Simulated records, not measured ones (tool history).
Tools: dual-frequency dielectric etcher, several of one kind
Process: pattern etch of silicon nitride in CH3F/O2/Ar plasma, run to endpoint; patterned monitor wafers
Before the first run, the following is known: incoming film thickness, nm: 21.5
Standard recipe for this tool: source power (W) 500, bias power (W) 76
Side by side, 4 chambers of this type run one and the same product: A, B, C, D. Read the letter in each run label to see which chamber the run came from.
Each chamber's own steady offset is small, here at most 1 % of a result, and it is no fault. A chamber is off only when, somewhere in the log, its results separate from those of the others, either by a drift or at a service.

run,hour,source power (W),bias power (W),endpoint time (s)
1D,6.7,500,76,27.996
2B,17.5,500,76,28.240
3A,30.3,500,76,28.082
4C,38.5,500,76,28.024
5D,50.4,500,76,27.819
6B,62.8,500,76,28.039
7A,73.2,500,76,28.092
8C,84.2,500,76,27.957
9B,93.5,500,76,28.241
10A,102.5,390,68,31.945
11D,112.1,390,68,31.872
# hour 113.6: chamber D: wet clean of the chamber
12C,119.5,390,68,31.937
13B,130.3,390,68,32.162
14D,141.0,500,76,27.771
15C,148.6,500,76,27.854
16A,160.2,500,76,28.016
17C,172.8,500,76,27.934
18D,186.5,500,76,27.815
19B,198.8,500,76,28.307
20A,206.3,500,76,28.031
21C,213.7,500,76,27.797
22D,226.5,500,76,27.868
23B,234.5,500,76,28.192
24A,248.8,500,76,27.987
25C,257.9,500,76,27.944
26A,268.1,450,76,29.009
27B,275.4,450,76,29.670
28D,285.5,450,76,29.036
29B,297.0,450,76,29.706
30D,305.6,500,76,27.731
31C,318.2,500,76,28.032
32A,326.3,500,76,27.946
33B,337.6,500,63,30.381
34A,344.9,500,63,29.935
35D,358.0,500,63,29.624
36C,367.3,500,63,29.865
37C,378.6,500,76,27.775
# hour 379.6: chamber B: bias power generator calibrated
38A,387.9,500,76,28.120
# hour 393.4: chamber A: wet clean of the chamber
39D,397.3,500,76,27.729
40B,409.7,500,76,28.712
41A,416.5,500,76,28.089
42B,429.9,500,76,28.831
43C,440.1,500,76,27.973

Next, all 4 chambers run the settings below, one line each with question marks for the results. What does each chamber give?
44A,450.5,500,65,?
44B,450.5,500,65,?
44C,450.5,500,65,?
44D,450.5,500,65,?

run,endpoint time (s)
44A,29.648
44B,30.279
44C,29.197
44D,29.434

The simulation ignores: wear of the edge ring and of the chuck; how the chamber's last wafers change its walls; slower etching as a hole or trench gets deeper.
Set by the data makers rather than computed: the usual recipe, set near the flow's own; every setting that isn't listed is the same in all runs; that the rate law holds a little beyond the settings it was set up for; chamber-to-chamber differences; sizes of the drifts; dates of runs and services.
